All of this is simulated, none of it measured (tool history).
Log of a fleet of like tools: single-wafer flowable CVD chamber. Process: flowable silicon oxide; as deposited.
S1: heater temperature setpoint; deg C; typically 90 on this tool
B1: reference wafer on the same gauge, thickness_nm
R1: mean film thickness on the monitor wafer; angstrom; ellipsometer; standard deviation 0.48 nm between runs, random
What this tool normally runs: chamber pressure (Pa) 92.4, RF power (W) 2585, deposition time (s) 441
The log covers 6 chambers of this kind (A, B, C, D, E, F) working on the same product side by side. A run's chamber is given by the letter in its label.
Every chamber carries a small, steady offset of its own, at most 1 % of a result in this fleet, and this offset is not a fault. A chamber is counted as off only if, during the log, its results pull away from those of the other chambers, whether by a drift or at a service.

Run 1B, hour 5.7: usual settings; B1 370.01. Result: R1 3212.7 angstrom.
Run 2A, hour 12.5: usual settings; B1 369.91. Result: R1 3239.7 angstrom.
Run 3F, hour 18.7: usual settings; B1 369.92. Result: R1 3227.8 angstrom.
Run 4C, hour 26.6: usual settings; B1 369.71. Result: R1 3222.9 angstrom.
Run 5D, hour 34.4: usual settings but RF power (W) 3020, deposition time (s) 387; B1 369.80. Result: R1 2881.0 angstrom.
Run 6E, hour 43.4: usual settings but RF power (W) 3020, deposition time (s) 387; B1 369.86. Result: R1 2854.9 angstrom.
Run 7F, hour 49.1: usual settings but RF power (W) 3020, deposition time (s) 387; B1 369.81. Result: R1 2869.2 angstrom.
Run 8B, hour 55.5: usual settings but RF power (W) 3020, deposition time (s) 387; B1 369.80. Result: R1 2864.0 angstrom.
Run 9A, hour 61.4: usual settings but RF power (W) 3020, deposition time (s) 387; B1 369.72. Result: R1 2872.2 angstrom.
Run 10C, hour 68.0: usual settings but RF power (W) 3020, deposition time (s) 387; B1 369.64. Result: R1 2867.8 angstrom.
Run 11E, hour 80.3: usual settings; B1 369.63. Result: R1 3204.9 angstrom.
Run 12D, hour 92.5: usual settings but RF power (W) 2210, deposition time (s) 407; B1 369.39. Result: R1 2915.5 angstrom.
Run 13A, hour 98.3: usual settings but RF power (W) 2210, deposition time (s) 407; B1 369.41. Result: R1 2913.0 angstrom.
Run 14D, hour 108.5: usual settings but RF power (W) 2210, deposition time (s) 407; B1 369.35. Result: R1 2912.1 angstrom.
Run 15C, hour 120.6: usual settings but RF power (W) 2210, deposition time (s) 407; B1 369.25. Result: R1 2895.8 angstrom.
Run 16B, hour 128.3: usual settings but RF power (W) 2210, deposition time (s) 407; B1 369.11. Result: R1 2900.7 angstrom.
Run 17F, hour 137.7: usual settings but RF power (W) 2210, deposition time (s) 407; B1 369.16. Result: R1 2907.2 angstrom.
Run 18E, hour 144.7: usual settings; B1 369.13. Result: R1 3200.9 angstrom.
Run 19E, hour 153.3: usual settings; B1 369.13. Result: R1 3194.0 angstrom.
Run 20C, hour 161.9: usual settings but chamber pressure (Pa) 79.5, deposition time (s) 364; B1 369.08. Result: R1 2155.9 angstrom.
Run 21F, hour 170.6: usual settings but chamber pressure (Pa) 79.5, deposition time (s) 364; B1 369.07. Result: R1 2162.5 angstrom.
Run 22D, hour 177.5: usual settings but chamber pressure (Pa) 79.5, deposition time (s) 364; B1 369.01. Result: R1 2165.0 angstrom.
Run 23A, hour 183.2: usual settings but chamber pressure (Pa) 79.5, deposition time (s) 364; B1 369.05. Result: R1 2168.8 angstrom.
Run 24B, hour 195.1: usual settings but chamber pressure (Pa) 79.5, deposition time (s) 364; B1 368.88. Result: R1 2157.5 angstrom.
Run 25A, hour 202.1: usual settings but chamber pressure (Pa) 79.5, deposition time (s) 364; B1 368.77. Result: R1 2161.8 angstrom.
Run 26D, hour 211.6: usual settings; B1 368.80. Result: R1 3223.8 angstrom.
Run 27E, hour 221.0: usual settings; B1 368.73. Result: R1 3205.8 angstrom.
Run 28C, hour 231.9: usual settings; B1 368.66. Result: R1 3207.2 angstrom.
Run 29B, hour 243.2: usual settings; B1 368.77. Result: R1 3206.4 angstrom.
At hour 249.0: chamber A: RF generator calibrated.
Run 30F, hour 252.2: usual settings; B1 368.63. Result: R1 3212.5 angstrom.
Run 31E, hour 264.8: usual settings; B1 368.40. Result: R1 3197.1 angstrom.
Run 32A, hour 273.2: usual settings but chamber pressure (Pa) 74.8, deposition time (s) 373; B1 368.52. Result: R1 2038.9 angstrom.
Run 33B, hour 281.9: usual settings but chamber pressure (Pa) 74.8, deposition time (s) 373; B1 368.35. Result: R1 2026.2 angstrom.
Run 34D, hour 291.0: usual settings but chamber pressure (Pa) 74.8, deposition time (s) 373; B1 368.33. Result: R1 2028.9 angstrom.
At hour 294.8: chamber E: thermocouple changed; heater temperature recalibrated.
Run 35F, hour 302.6: usual settings but chamber pressure (Pa) 74.8, deposition time (s) 373; B1 368.34. Result: R1 2032.7 angstrom.
Run 36C, hour 313.2: usual settings but chamber pressure (Pa) 74.8, deposition time (s) 373; B1 368.17. Result: R1 2021.4 angstrom.
Run 37D, hour 319.5: usual settings but chamber pressure (Pa) 74.8, deposition time (s) 373; B1 368.18. Result: R1 2028.1 angstrom.
Run 38C, hour 329.3: usual settings; B1 368.14. Result: R1 3200.9 angstrom.
Run 39E, hour 337.4: usual settings; B1 368.10. Result: R1 3193.9 angstrom.
Run 40A, hour 346.8: usual settings; B1 368.16. Result: R1 3225.6 angstrom.
Run 41F, hour 354.0: usual settings but chamber pressure (Pa) 85.5, RF power (W) 2155; B1 367.79. Result: R1 2803.6 angstrom.
Run 42B, hour 364.4: usual settings but chamber pressure (Pa) 85.5, RF power (W) 2155; B1 367.95. Result: R1 2800.2 angstrom.
Run 43D, hour 374.0: usual settings but chamber pressure (Pa) 85.5, RF power (W) 2155; B1 367.74. Result: R1 2811.5 angstrom.
Run 44E, hour 386.4: usual settings but chamber pressure (Pa) 85.5, RF power (W) 2155; B1 367.89. Result: R1 2791.7 angstrom.

Predict what each chamber gives when all 6 of them run the settings below next.
Run 45A, hour 395.5: usual settings but chamber pressure (Pa) 73.6. Result: R1 ?.
Run 45B, hour 395.5: usual settings but chamber pressure (Pa) 73.6. Result: R1 ?.
Run 45C, hour 395.5: usual settings but chamber pressure (Pa) 73.6. Result: R1 ?.
Run 45D, hour 395.5: usual settings but chamber pressure (Pa) 73.6. Result: R1 ?.
Run 45E, hour 395.5: usual settings but chamber pressure (Pa) 73.6. Result: R1 ?.
Run 45F, hour 395.5: usual settings but chamber pressure (Pa) 73.6. Result: R1 ?.

run      R1
45A  2346.0
45B  2333.7
45C  2335.0
45D  2339.6
45E  2345.4
45F  2339.8
